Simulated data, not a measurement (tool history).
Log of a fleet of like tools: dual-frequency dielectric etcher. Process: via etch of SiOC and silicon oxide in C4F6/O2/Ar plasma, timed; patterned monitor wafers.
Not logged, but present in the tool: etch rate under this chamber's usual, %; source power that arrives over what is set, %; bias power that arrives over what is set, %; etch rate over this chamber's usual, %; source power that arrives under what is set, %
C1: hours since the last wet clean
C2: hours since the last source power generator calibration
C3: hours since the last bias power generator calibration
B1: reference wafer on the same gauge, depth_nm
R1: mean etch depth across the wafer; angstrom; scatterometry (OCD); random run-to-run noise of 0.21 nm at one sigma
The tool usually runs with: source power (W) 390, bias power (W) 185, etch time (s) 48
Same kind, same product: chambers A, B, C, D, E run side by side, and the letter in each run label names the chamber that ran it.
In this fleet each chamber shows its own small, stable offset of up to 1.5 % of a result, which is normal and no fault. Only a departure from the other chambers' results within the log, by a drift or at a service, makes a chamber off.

run 1D hour=11.1 | source_power_(W)=390 bias_power_(W)=185 etch_time_(s)=48 | C1=333.1 C2=1157.2 C3=3422 | B1=55.689 | R1=542.25
run 2E hour=22.8 | source_power_(W)=390 bias_power_(W)=185 etch_time_(s)=48 | C1=564.9 C2=624.6 C3=628.7 | B1=55.728 | R1=544.06
run 3A hour=31.6 | source_power_(W)=390 bias_power_(W)=185 etch_time_(s)=48 | C1=61.6 C2=2483.9 C3=2257.9 | B1=55.692 | R1=542.34
run 4C hour=38.3 | source_power_(W)=390 bias_power_(W)=185 etch_time_(s)=48 | C1=403.1 C2=326.2 C3=1889.6 | B1=55.743 | R1=548.49
-- hour=44 chamber E: wet clean of the chamber
run 5B hour=50.2 | source_power_(W)=390 bias_power_(W)=185 etch_time_(s)=48 | C1=70.6 C2=596.5 C3=3674.2 | B1=55.695 | R1=543.12
run 6D hour=57.6 | source_power_(W)=390 bias_power_(W)=185 etch_time_(s)=48 | C1=379.6 C2=1203.7 C3=3468.5 | B1=55.683 | R1=537.82
run 7C hour=68.5 | source_power_(W)=390 bias_power_(W)=185 etch_time_(s)=48 | C1=433.3 C2=356.4 C3=1919.8 | B1=55.754 | R1=544.39
run 8E hour=77.2 | source_power_(W)=390 bias_power_(W)=185 etch_time_(s)=48 | C1=33.3 C2=679 C3=683.1 | B1=55.674 | R1=545
run 9A hour=85.1 | source_power_(W)=390 bias_power_(W)=185 etch_time_(s)=48 | C1=115.1 C2=2537.4 C3=2311.4 | B1=55.722 | R1=543.77
run 10B hour=96 | source_power_(W)=390 bias_power_(W)=185 etch_time_(s)=48 | C1=116.4 C2=642.3 C3=3720 | B1=55.709 | R1=544.7
run 11D hour=102.8 | source_power_(W)=390 bias_power_(W)=185 etch_time_(s)=48 | C1=424.8 C2=1248.9 C3=3513.7 | B1=55.685 | R1=541.25
run 12B hour=112 | source_power_(W)=390 bias_power_(W)=185 etch_time_(s)=48 | C1=132.4 C2=658.3 C3=3736 | B1=55.663 | R1=546.49
run 13A hour=122.3 | source_power_(W)=390 bias_power_(W)=185 etch_time_(s)=48 | C1=152.3 C2=2574.6 C3=2348.6 | B1=55.67 | R1=545.65
run 14C hour=132.4 | source_power_(W)=390 bias_power_(W)=185 etch_time_(s)=48 | C1=497.2 C2=420.3 C3=1983.7 | B1=55.703 | R1=545.98
run 15E hour=141.5 | source_power_(W)=390 bias_power_(W)=185 etch_time_(s)=48 | C1=97.6 C2=743.3 C3=747.4 | B1=55.678 | R1=546.24
run 16E hour=151.2 | source_power_(W)=390 bias_power_(W)=185 etch_time_(s)=48 | C1=107.3 C2=753 C3=757.1 | B1=55.673 | R1=545.52
run 17A hour=164.9 | source_power_(W)=390 bias_power_(W)=185 etch_time_(s)=48 | C1=194.9 C2=2617.2 C3=2391.2 | B1=55.731 | R1=543.96
-- hour=175.9 chamber C: wet clean of the chamber
run 18C hour=178.5 | source_power_(W)=390 bias_power_(W)=185 etch_time_(s)=48 | C1=2.7 C2=466.4 C3=2029.8 | B1=55.712 | R1=544.49
run 19D hour=187.9 | source_power_(W)=480 bias_power_(W)=185 etch_time_(s)=57.5 | C1=509.9 C2=1334 C3=3598.8 | B1=55.743 | R1=722.01
run 20B hour=196.5 | source_power_(W)=480 bias_power_(W)=185 etch_time_(s)=57.5 | C1=216.9 C2=742.8 C3=3820.5 | B1=55.713 | R1=707.12
run 21E hour=209.6 | source_power_(W)=480 bias_power_(W)=185 etch_time_(s)=57.5 | C1=165.7 C2=811.4 C3=815.5 | B1=55.691 | R1=708.92
run 22A hour=216.8 | source_power_(W)=480 bias_power_(W)=185 etch_time_(s)=57.5 | C1=246.8 C2=2669.1 C3=2443.1 | B1=55.681 | R1=705.26
run 23C hour=223.5 | source_power_(W)=480 bias_power_(W)=185 etch_time_(s)=57.5 | C1=47.7 C2=511.4 C3=2074.8 | B1=55.704 | R1=705.96
run 24D hour=230.8 | source_power_(W)=390 bias_power_(W)=185 etch_time_(s)=48 | C1=552.8 C2=1376.9 C3=3641.7 | B1=55.715 | R1=553.05
run 25B hour=238.4 | source_power_(W)=390 bias_power_(W)=185 etch_time_(s)=48 | C1=258.8 C2=784.7 C3=3862.4 | B1=55.713 | R1=545.66
run 26D hour=246.2 | source_power_(W)=390 bias_power_(W)=185 etch_time_(s)=48 | C1=568.2 C2=1392.3 C3=3657.1 | B1=55.741 | R1=557.37
run 27A hour=256.3 | source_power_(W)=390 bias_power_(W)=214 etch_time_(s)=38.5 | C1=286.3 C2=2708.6 C3=2482.6 | B1=55.656 | R1=456.27
run 28C hour=265.2 | source_power_(W)=390 bias_power_(W)=214 etch_time_(s)=38.5 | C1=89.4 C2=553.1 C3=2116.5 | B1=55.74 | R1=457.58
run 29B hour=278.4 | source_power_(W)=390 bias_power_(W)=214 etch_time_(s)=38.5 | C1=298.8 C2=824.7 C3=3902.4 | B1=55.743 | R1=458.37
run 30E hour=285.1 | source_power_(W)=390 bias_power_(W)=214 etch_time_(s)=38.5 | C1=241.2 C2=886.9 C3=891 | B1=55.672 | R1=456.89
run 31E hour=294.7 | source_power_(W)=390 bias_power_(W)=214 etch_time_(s)=38.5 | C1=250.8 C2=896.5 C3=900.6 | B1=55.661 | R1=463.01
run 32C hour=302.6 | source_power_(W)=390 bias_power_(W)=185 etch_time_(s)=48 | C1=126.8 C2=590.5 C3=2153.9 | B1=55.735 | R1=545.04
run 33B hour=308.9 | source_power_(W)=390 bias_power_(W)=228 etch_time_(s)=42.5 | C1=329.3 C2=855.2 C3=3932.9 | B1=55.695 | R1=516.44
run 34D hour=321.4 | source_power_(W)=390 bias_power_(W)=228 etch_time_(s)=42.5 | C1=643.4 C2=1467.5 C3=3732.3 | B1=55.741 | R1=536.46
run 35A hour=330.9 | source_power_(W)=390 bias_power_(W)=228 etch_time_(s)=42.5 | C1=360.9 C2=2783.2 C3=2557.2 | B1=55.683 | R1=512.13

Decide between three cases: one chamber stands off from its peers, the gauge reading all wafers drifts, or nothing is wrong past each chamber's small offset. Where a chamber is off, say which and what most likely put it there.

It is chamber D that slowly wanders off from its peers.
Most likely cause: etch rate over this chamber's usual, % = 5.35.

Below are 4 candidate recipes for chamber D's next run, each the usual settings with a change, their results shown as question marks. Which of them brings D's results back in line with what the other chambers give on the usual settings?
Allowed miss from the other chambers' usual-settings mean, per result, to count as in line: R1 7.5 angstrom
run 36D-1 hour=340.7 | source_power_(W)=400 bias_power_(W)=187 etch_time_(s)=50.5 | R1=?
run 36D-2 hour=340.7 | source_power_(W)=390 bias_power_(W)=205 etch_time_(s)=48 | R1=?
run 36D-3 hour=340.7 | source_power_(W)=380 bias_power_(W)=183 etch_time_(s)=45.5 | R1=?
run 36D-4 hour=340.7 | source_power_(W)=390 bias_power_(W)=184 etch_time_(s)=46.5 | R1=?

What the other chambers average on the usual settings: R1 544.77 angstrom
run=36D-1 R1=602.36
run=36D-2 R1=584.57
run=36D-3 R1=528.46
run=36D-4 R1=546.42
36D-4 puts the chamber back in line with the other chambers.

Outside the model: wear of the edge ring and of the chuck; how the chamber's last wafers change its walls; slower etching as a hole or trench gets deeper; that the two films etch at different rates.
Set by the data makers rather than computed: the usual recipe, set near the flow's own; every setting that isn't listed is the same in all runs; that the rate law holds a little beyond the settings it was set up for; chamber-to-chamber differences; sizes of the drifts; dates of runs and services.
